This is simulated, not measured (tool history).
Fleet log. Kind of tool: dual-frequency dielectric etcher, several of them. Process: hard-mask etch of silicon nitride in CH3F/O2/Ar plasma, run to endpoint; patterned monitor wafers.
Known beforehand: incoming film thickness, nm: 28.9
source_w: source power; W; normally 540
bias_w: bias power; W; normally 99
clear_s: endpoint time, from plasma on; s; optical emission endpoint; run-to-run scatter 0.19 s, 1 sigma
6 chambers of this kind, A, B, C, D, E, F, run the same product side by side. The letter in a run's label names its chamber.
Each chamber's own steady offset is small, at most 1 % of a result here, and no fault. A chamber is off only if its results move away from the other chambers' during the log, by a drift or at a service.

run,hour,source_w,bias_w,clear_s
1B,3.2,540,99,33.081
2E,5.2,540,99,33.121
3C,9.4,540,99,33.387
4F,11.5,540,99,34.139
5A,15.2,540,99,32.964
6D,17.9,540,99,33.255
7C,21.5,460,99,35.723
8F,25.3,460,99,35.826
9E,27.8,460,99,35.171
10B,31.2,460,99,34.782
11A,34.2,460,99,34.894
12D,38.4,460,99,35.279
13A,41.8,540,99,33.299
14F,43.8,540,99,33.847
15C,48,540,99,33.554
16E,51.8,540,99,32.924
17B,54.6,540,99,32.884
18D,57.6,540,99,33.458
19A,60.7,410,117,34.425
20C,63,410,117,34.554
21F,67.1,410,117,35.23
22B,69,410,117,34.655
23D,73.3,410,117,34.849
24E,75.7,410,117,34.313
25C,79.1,540,99,33.615
26E,83.3,540,99,33.019
27F,87,540,99,33.935
28B,89.2,540,99,33.099
29D,91.9,540,99,33.503
30A,95.1,590,118,30.02
31F,97.2,590,118,30.315
32C,100.8,590,118,30.089
33D,104.3,590,118,30.33
# hour 106.5: chamber E: source power generator calibrated
34E,108.2,590,118,30.416
35B,110.2,590,118,30.034
36A,112.7,540,99,33.428
37D,116.6,540,99,33.37
38C,120.8,540,99,33.373
39E,123.6,650,113,29.732
40A,126.3,650,113,29.561
41F,129.8,650,113,30.114
42B,133.1,650,113,29.531
43D,136,650,113,29.44
44C,139.4,650,113,29.788

Does one chamber stand apart from the rest, does the shared gauge drift, or is all well apart from small per-chamber offsets? Give the chamber and the most likely cause, where there is one.

All chambers stay in line apart from their small fixed offsets, and the gauge does not drift.
